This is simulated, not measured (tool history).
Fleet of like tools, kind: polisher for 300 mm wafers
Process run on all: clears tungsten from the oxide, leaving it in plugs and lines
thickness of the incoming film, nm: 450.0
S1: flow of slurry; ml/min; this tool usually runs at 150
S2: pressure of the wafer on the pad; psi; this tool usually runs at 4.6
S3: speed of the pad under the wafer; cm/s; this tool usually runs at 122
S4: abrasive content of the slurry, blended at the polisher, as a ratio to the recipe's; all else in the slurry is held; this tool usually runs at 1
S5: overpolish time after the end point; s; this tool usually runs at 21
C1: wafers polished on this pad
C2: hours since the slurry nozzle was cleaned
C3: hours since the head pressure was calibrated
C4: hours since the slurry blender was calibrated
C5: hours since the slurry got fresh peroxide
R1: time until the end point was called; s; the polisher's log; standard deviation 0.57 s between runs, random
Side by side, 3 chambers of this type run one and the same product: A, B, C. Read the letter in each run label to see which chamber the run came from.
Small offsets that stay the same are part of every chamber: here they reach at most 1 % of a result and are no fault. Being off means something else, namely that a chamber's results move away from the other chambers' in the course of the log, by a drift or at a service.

{"run": "1C", "hour": 6.4, "S1": 150, "S2": 4.6, "S3": 122, "S4": 1, "S5": 21, "C1": 261, "C2": 104.2, "C3": 395.8, "C4": 102.8, "C5": 85.4, "R1": 55.314}
{"run": "2A", "hour": 11.8, "S1": 150, "S2": 4.6, "S3": 122, "S4": 1, "S5": 21, "C1": 594, "C2": 239.7, "C3": 784, "C4": 77.6, "C5": 59.7, "R1": 53.462}
{"hour": 17.6, "done": "chamber B: worn pad replaced by a new one"}
{"run": "3B", "hour": 19.8, "S1": 150, "S2": 4.6, "S3": 122, "S4": 1, "S5": 21, "C1": 26, "C2": 268.3, "C3": 508.9, "C4": 430.3, "C5": 30.1, "R1": 53.855}
{"run": "4B", "hour": 27.9, "S1": 150, "S2": 4.6, "S3": 122, "S4": 1, "S5": 21, "C1": 121, "C2": 276.4, "C3": 517, "C4": 438.4, "C5": 38.2, "R1": 53.631}
{"hour": 29.5, "done": "chamber B: slurry blender recalibrated"}
{"run": "5C", "hour": 35.7, "S1": 150, "S2": 5.4, "S3": 122, "S4": 1, "S5": 21, "C1": 605, "C2": 133.5, "C3": 425.1, "C4": 132.1, "C5": 114.7, "R1": 46.221}
{"hour": 42.7, "done": "chamber B: slurry tank refilled with fresh slurry and peroxide"}
{"run": "6A", "hour": 44.5, "S1": 150, "S2": 5.4, "S3": 122, "S4": 1, "S5": 21, "C1": 977, "C2": 272.4, "C3": 816.7, "C4": 110.3, "C5": 92.4, "R1": 45.734}
{"run": "7C", "hour": 51.7, "S1": 150, "S2": 5.4, "S3": 122, "S4": 1, "S5": 21, "C1": 792, "C2": 149.5, "C3": 441.1, "C4": 148.1, "C5": 130.7, "R1": 46.983}
{"run": "8B", "hour": 58.8, "S1": 150, "S2": 4.6, "S3": 122, "S4": 1, "S5": 21, "C1": 483, "C2": 307.3, "C3": 547.9, "C4": 29.3, "C5": 16.1, "R1": 54.847}
{"run": "9A", "hour": 65.9, "S1": 150, "S2": 4.6, "S3": 122, "S4": 1, "S5": 21, "C1": 1229, "C2": 293.8, "C3": 838.1, "C4": 131.7, "C5": 113.8, "R1": 53.419}
{"hour": 73.7, "done": "chamber A: worn pad replaced by a new one"}
{"run": "10C", "hour": 74.3, "S1": 150, "S2": 4.6, "S3": 122, "S4": 1, "S5": 21, "C1": 1058, "C2": 172.1, "C3": 463.7, "C4": 170.7, "C5": 153.3, "R1": 54.644}
{"run": "11B", "hour": 81.4, "S1": 150, "S2": 4.6, "S3": 122, "S4": 1, "S5": 21, "C1": 748, "C2": 329.9, "C3": 570.5, "C4": 51.9, "C5": 38.7, "R1": 54.255}
{"hour": 83.3, "done": "chamber C: slurry tank refilled with fresh slurry and peroxide"}
{"run": "12A", "hour": 87.1, "S1": 150, "S2": 4.6, "S3": 122, "S4": 1, "S5": 21, "C1": 157, "C2": 315, "C3": 859.3, "C4": 152.9, "C5": 135, "R1": 54.151}
{"run": "13B", "hour": 94.7, "S1": 150, "S2": 4.6, "S3": 122, "S4": 1, "S5": 21, "C1": 904, "C2": 343.2, "C3": 583.8, "C4": 65.2, "C5": 52, "R1": 53.386}
{"hour": 95.7, "done": "chamber B: slurry tank refilled with fresh slurry and peroxide"}
{"run": "14C", "hour": 102.8, "S1": 150, "S2": 4.6, "S3": 122, "S4": 1, "S5": 21, "C1": 1392, "C2": 200.6, "C3": 492.2, "C4": 199.2, "C5": 19.6, "R1": 55.653}
{"hour": 107.7, "done": "chamber A: slurry tank refilled with fresh slurry and peroxide"}
{"run": "15A", "hour": 109.5, "S1": 150, "S2": 4.6, "S3": 122, "S4": 1, "S5": 21, "C1": 420, "C2": 337.4, "C3": 881.7, "C4": 175.3, "C5": 1.8, "R1": 55.223}
{"run": "16B", "hour": 113.8, "S1": 150, "S2": 4.6, "S3": 122, "S4": 1, "S5": 21, "C1": 1129, "C2": 362.3, "C3": 602.9, "C4": 84.3, "C5": 18.2, "R1": 54.433}
{"run": "17C", "hour": 118.8, "S1": 150, "S2": 4.6, "S3": 122, "S4": 1, "S5": 21, "C1": 1580, "C2": 216.6, "C3": 508.2, "C4": 215.2, "C5": 35.6, "R1": 56.925}
{"hour": 120.9, "done": "chamber B: worn pad replaced by a new one"}
{"hour": 124.3, "done": "chamber A: slurry blender recalibrated"}
{"run": "18A", "hour": 124.9, "S1": 150, "S2": 4.6, "S3": 122, "S4": 1, "S5": 21, "C1": 601, "C2": 352.8, "C3": 897.1, "C4": 0.7, "C5": 17.2, "R1": 54.559}
{"hour": 130.9, "done": "chamber C: slurry nozzle cleaned"}
{"run": "19B", "hour": 133.6, "S1": 150, "S2": 4.6, "S3": 122, "S4": 1, "S5": 21, "C1": 149, "C2": 382.1, "C3": 622.7, "C4": 104.1, "C5": 38, "R1": 54.276}
{"run": "20A", "hour": 140.9, "S1": 150, "S2": 4.6, "S3": 122, "S4": 1, "S5": 21, "C1": 788, "C2": 368.8, "C3": 913.1, "C4": 16.7, "C5": 33.2, "R1": 54.867}
{"run": "21C", "hour": 148.7, "S1": 150, "S2": 4.6, "S3": 122, "S4": 1, "S5": 21, "C1": 1931, "C2": 17.8, "C3": 538.1, "C4": 245.1, "C5": 65.5, "R1": 57.353}
{"hour": 153.1, "done": "chamber B: slurry tank refilled with fresh slurry and peroxide"}
{"run": "22B", "hour": 154.0, "S1": 150, "S2": 4.6, "S3": 122, "S4": 1, "S5": 21, "C1": 388, "C2": 402.5, "C3": 643.1, "C4": 124.5, "C5": 1, "R1": 53.603}
{"run": "23A", "hour": 158.5, "S1": 150, "S2": 4.6, "S3": 122, "S4": 1, "S5": 21, "C1": 995, "C2": 386.4, "C3": 930.7, "C4": 34.3, "C5": 50.8, "R1": 53.889}
{"run": "24C", "hour": 163.1, "S1": 150, "S2": 4.6, "S3": 122, "S4": 1, "S5": 21, "C1": 2100, "C2": 32.2, "C3": 552.5, "C4": 259.5, "C5": 79.9, "R1": 55.692}
{"run": "25C", "hour": 169.3, "S1": 150, "S2": 4.6, "S3": 122, "S4": 1, "S5": 21, "C1": 2172, "C2": 38.4, "C3": 558.7, "C4": 265.7, "C5": 86.1, "R1": 57.271}
{"hour": 169.9, "done": "chamber B: slurry nozzle cleaned"}
{"run": "26B", "hour": 177.0, "S1": 150, "S2": 4.6, "S3": 122, "S4": 1, "S5": 21, "C1": 658, "C2": 7.2, "C3": 666.1, "C4": 147.5, "C5": 24, "R1": 53.997}
{"run": "27A", "hour": 181.9, "S1": 150, "S2": 4.6, "S3": 122, "S4": 1, "S5": 21, "C1": 1269, "C2": 409.8, "C3": 954.1, "C4": 57.7, "C5": 74.2, "R1": 54.001}
{"run": "28C", "hour": 189.1, "S1": 110, "S2": 4.6, "S3": 122, "S4": 1, "S5": 12, "C1": 2405, "C2": 58.2, "C3": 578.5, "C4": 285.5, "C5": 105.9, "R1": 62.169}
{"hour": 193.3, "done": "chamber A: worn pad replaced by a new one"}
{"run": "29A", "hour": 196.3, "S1": 110, "S2": 4.6, "S3": 122, "S4": 1, "S5": 12, "C1": 35, "C2": 424.2, "C3": 968.5, "C4": 72.1, "C5": 88.6, "R1": 57.875}
{"run": "30B", "hour": 204.8, "S1": 110, "S2": 4.6, "S3": 122, "S4": 1, "S5": 12, "C1": 984, "C2": 35, "C3": 693.9, "C4": 175.3, "C5": 51.8, "R1": 58.2}
{"hour": 209.4, "done": "chamber B: slurry tank refilled with fresh slurry and peroxide"}
{"run": "31C", "hour": 210.7, "S1": 150, "S2": 4.6, "S3": 122, "S4": 1, "S5": 21, "C1": 2658, "C2": 79.8, "C3": 600.1, "C4": 307.1, "C5": 127.5, "R1": 59.193}
{"run": "32A", "hour": 216.3, "S1": 150, "S2": 4.6, "S3": 122, "S4": 1, "S5": 21, "C1": 270, "C2": 444.2, "C3": 988.5, "C4": 92.1, "C5": 108.6, "R1": 54.583}
{"run": "33B", "hour": 222.2, "S1": 150, "S2": 4.6, "S3": 122, "S4": 1, "S5": 21, "C1": 1188, "C2": 52.4, "C3": 711.3, "C4": 192.7, "C5": 12.8, "R1": 54.264}
{"run": "34A", "hour": 228.9, "S1": 150, "S2": 4.6, "S3": 122, "S4": 1, "S5": 21, "C1": 417, "C2": 456.8, "C3": 1001.1, "C4": 104.7, "C5": 121.2, "R1": 54.475}
{"hour": 229.7, "done": "chamber B: worn pad replaced by a new one"}
{"hour": 233.4, "done": "chamber C: slurry tank refilled with fresh slurry and peroxide"}
{"run": "35C", "hour": 236.0, "S1": 150, "S2": 4.6, "S3": 122, "S4": 1, "S5": 21, "C1": 2955, "C2": 105.1, "C3": 625.4, "C4": 332.4, "C5": 2.7, "R1": 57.672}
{"run": "36B", "hour": 241.3, "S1": 150, "S2": 4.6, "S3": 122, "S4": 1, "S5": 21, "C1": 136, "C2": 71.5, "C3": 730.4, "C4": 211.8, "C5": 31.9, "R1": 54.1}
{"run": "37B", "hour": 248.6, "S1": 150, "S2": 4.6, "S3": 122, "S4": 1, "S5": 21, "C1": 222, "C2": 78.8, "C3": 737.7, "C4": 219.1, "C5": 39.2, "R1": 53.924}
{"run": "38A", "hour": 254.9, "S1": 150, "S2": 4.6, "S3": 122, "S4": 1, "S5": 21, "C1": 722, "C2": 482.8, "C3": 1027.1, "C4": 130.7, "C5": 147.2, "R1": 54.465}
{"run": "39C", "hour": 260.4, "S1": 150, "S2": 4.6, "S3": 122, "S4": 1, "S5": 21, "C1": 3241, "C2": 129.5, "C3": 649.8, "C4": 356.8, "C5": 27.1, "R1": 59.322}
{"run": "40A", "hour": 266.5, "S1": 150, "S2": 4.6, "S3": 122, "S4": 1, "S5": 21, "C1": 859, "C2": 494.4, "C3": 1038.7, "C4": 142.3, "C5": 158.8, "R1": 54.7}
{"hour": 269.7, "done": "chamber A: slurry tank refilled with fresh slurry and peroxide"}
{"hour": 272.1, "done": "chamber B: slurry tank refilled with fresh slurry and peroxide"}
{"run": "41B", "hour": 274.3, "S1": 150, "S2": 4.6, "S3": 122, "S4": 1, "S5": 21, "C1": 523, "C2": 104.5, "C3": 763.4, "C4": 244.8, "C5": 2.3, "R1": 54.803}
{"run": "42C", "hour": 281.8, "S1": 150, "S2": 4.6, "S3": 122, "S4": 1, "S5": 21, "C1": 3493, "C2": 150.9, "C3": 671.2, "C4": 378.2, "C5": 48.5, "R1": 59.887}
{"run": "43A", "hour": 286.7, "S1": 150, "S2": 5.1, "S3": 122, "S4": 1, "S5": 21, "C1": 1096, "C2": 514.6, "C3": 1058.9, "C4": 162.5, "C5": 17.1, "R1": 48.912}

Is one chamber off against the others, does the gauge drift, or is nothing wrong? If a chamber is off, say which, and what the likeliest cause is.

Chamber C drifts away from the others.
What lies behind it: removal rate lost through wear of the pad, % = 10.8.
With only this log, it may be confused with: head's pressure below its setpoint, %; abrasive missing from the slurry, %.

Which of the 4 candidates below, each the usual settings with something changed and its results left as question marks, puts chamber C back in line with what the other chambers give on the usual settings?
Counts as in line when no further than this from what the other chambers average on the usual settings: R1 2 s
{"run": "44C-1", "hour": 293.1, "S1": 150, "S2": 4.5, "S3": 120, "S4": 1, "S5": 21, "R1": "?"}
{"run": "44C-2", "hour": 293.1, "S1": 150, "S2": 4.7, "S3": 124, "S4": 1, "S5": 21, "R1": "?"}
{"run": "44C-3", "hour": 293.1, "S1": 150, "S2": 4.3, "S3": 116, "S4": 1, "S5": 21, "R1": "?"}
{"run": "44C-4", "hour": 293.1, "S1": 150, "S2": 4.6, "S3": 136, "S4": 1, "S5": 21, "R1": "?"}

Average result of the remaining chambers running the usual settings: R1 54.169 s
run=44C-1 R1=62.95
run=44C-2 R1=58.321
run=44C-3 R1=68.158
run=44C-4 R1=54.313
44C-4 puts the chamber back in line with the other chambers.
